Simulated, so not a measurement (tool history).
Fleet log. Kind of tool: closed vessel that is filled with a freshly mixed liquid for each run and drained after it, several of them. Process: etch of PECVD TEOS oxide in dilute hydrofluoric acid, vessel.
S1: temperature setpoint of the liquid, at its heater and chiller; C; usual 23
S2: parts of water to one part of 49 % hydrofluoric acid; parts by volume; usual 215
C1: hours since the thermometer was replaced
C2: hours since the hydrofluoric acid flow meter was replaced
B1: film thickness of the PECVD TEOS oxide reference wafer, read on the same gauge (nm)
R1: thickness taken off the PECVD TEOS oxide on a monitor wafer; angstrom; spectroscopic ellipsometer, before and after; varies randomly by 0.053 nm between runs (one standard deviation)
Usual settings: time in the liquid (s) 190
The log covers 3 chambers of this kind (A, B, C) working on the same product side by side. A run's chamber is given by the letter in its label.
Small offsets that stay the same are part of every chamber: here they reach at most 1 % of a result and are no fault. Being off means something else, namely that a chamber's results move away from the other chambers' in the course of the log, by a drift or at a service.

{"run": "1C", "hour": 11.5, "S1": 23, "S2": 215, "time in the liquid (s)": 190, "C1": 617.7, "C2": 550.5, "B1": 79.996, "R1": 81.038}
{"run": "2B", "hour": 21.3, "S1": 23, "S2": 215, "time in the liquid (s)": 190, "C1": 1875.7, "C2": 196.3, "B1": 80.015, "R1": 81.263}
{"run": "3A", "hour": 35.6, "S1": 23, "S2": 215, "time in the liquid (s)": 190, "C1": 1638, "C2": 63.3, "B1": 79.975, "R1": 79.701}
{"run": "4C", "hour": 49.2, "S1": 23, "S2": 215, "time in the liquid (s)": 190, "C1": 655.4, "C2": 588.2, "B1": 80.016, "R1": 80.932}
{"run": "5B", "hour": 62.5, "S1": 23, "S2": 215, "time in the liquid (s)": 190, "C1": 1916.9, "C2": 237.5, "B1": 80, "R1": 81.541}
{"run": "6A", "hour": 69.7, "S1": 23, "S2": 215, "time in the liquid (s)": 190, "C1": 1672.1, "C2": 97.4, "B1": 79.995, "R1": 79.588}
{"run": "7C", "hour": 78.2, "S1": 23, "S2": 215, "time in the liquid (s)": 190, "C1": 684.4, "C2": 617.2, "B1": 79.991, "R1": 81.517}
{"run": "8A", "hour": 88.8, "S1": 23, "S2": 215, "time in the liquid (s)": 190, "C1": 1691.2, "C2": 116.5, "B1": 80.002, "R1": 80.606}
{"run": "9B", "hour": 101.6, "S1": 19.5, "S2": 260, "time in the liquid (s)": 190, "C1": 1956, "C2": 276.6, "B1": 80.01, "R1": 57.022}
{"run": "10A", "hour": 110.0, "S1": 19.5, "S2": 260, "time in the liquid (s)": 190, "C1": 1712.4, "C2": 137.7, "B1": 79.97, "R1": 56.612}
{"run": "11C", "hour": 120.9, "S1": 19.5, "S2": 260, "time in the liquid (s)": 190, "C1": 727.1, "C2": 659.9, "B1": 79.965, "R1": 56.269}
{"run": "12B", "hour": 131.4, "S1": 23, "S2": 215, "time in the liquid (s)": 190, "C1": 1985.8, "C2": 306.4, "B1": 80.003, "R1": 82.379}
{"run": "13C", "hour": 138.8, "S1": 23, "S2": 215, "time in the liquid (s)": 190, "C1": 745, "C2": 677.8, "B1": 79.973, "R1": 81.132}
{"run": "14B", "hour": 147.9, "S1": 23, "S2": 215, "time in the liquid (s)": 190, "C1": 2002.3, "C2": 322.9, "B1": 80.023, "R1": 81.107}
{"run": "15A", "hour": 158.2, "S1": 23, "S2": 215, "time in the liquid (s)": 290, "C1": 1760.6, "C2": 185.9, "B1": 80.016, "R1": 123.58}
{"run": "16B", "hour": 165.9, "S1": 23, "S2": 215, "time in the liquid (s)": 290, "C1": 2020.3, "C2": 340.9, "B1": 79.97, "R1": 125.12}
{"run": "17A", "hour": 173.0, "S1": 23, "S2": 215, "time in the liquid (s)": 290, "C1": 1775.4, "C2": 200.7, "B1": 80.019, "R1": 122.57}
{"run": "18C", "hour": 184.4, "S1": 23, "S2": 215, "time in the liquid (s)": 190, "C1": 790.6, "C2": 723.4, "B1": 79.987, "R1": 82.552}
{"run": "19C", "hour": 192.7, "S1": 20, "S2": 215, "time in the liquid (s)": 290, "C1": 798.9, "C2": 731.7, "B1": 80.004, "R1": 110.25}
{"run": "20A", "hour": 200.7, "S1": 20, "S2": 215, "time in the liquid (s)": 290, "C1": 1803.1, "C2": 228.4, "B1": 80.012, "R1": 108.69}
{"run": "21B", "hour": 207.2, "S1": 20, "S2": 215, "time in the liquid (s)": 290, "C1": 2061.6, "C2": 382.2, "B1": 79.98, "R1": 111.22}
{"run": "22A", "hour": 217.7, "S1": 23, "S2": 215, "time in the liquid (s)": 190, "C1": 1820.1, "C2": 245.4, "B1": 79.991, "R1": 79.402}
{"run": "23C", "hour": 231.2, "S1": 23, "S2": 215, "time in the liquid (s)": 190, "C1": 837.4, "C2": 770.2, "B1": 80.012, "R1": 81.25}

Next, all 3 chambers run the settings below, one line each with question marks for the results. What does each chamber give?
{"run": "24A", "hour": 241.8, "S1": 20.5, "S2": 215, "time in the liquid (s)": 190, "R1": "?"}
{"run": "24B", "hour": 241.8, "S1": 20.5, "S2": 215, "time in the liquid (s)": 190, "R1": "?"}
{"run": "24C", "hour": 241.8, "S1": 20.5, "S2": 215, "time in the liquid (s)": 190, "R1": "?"}

run=24A R1=73.147
run=24B R1=74.679
run=24C R1=74.157
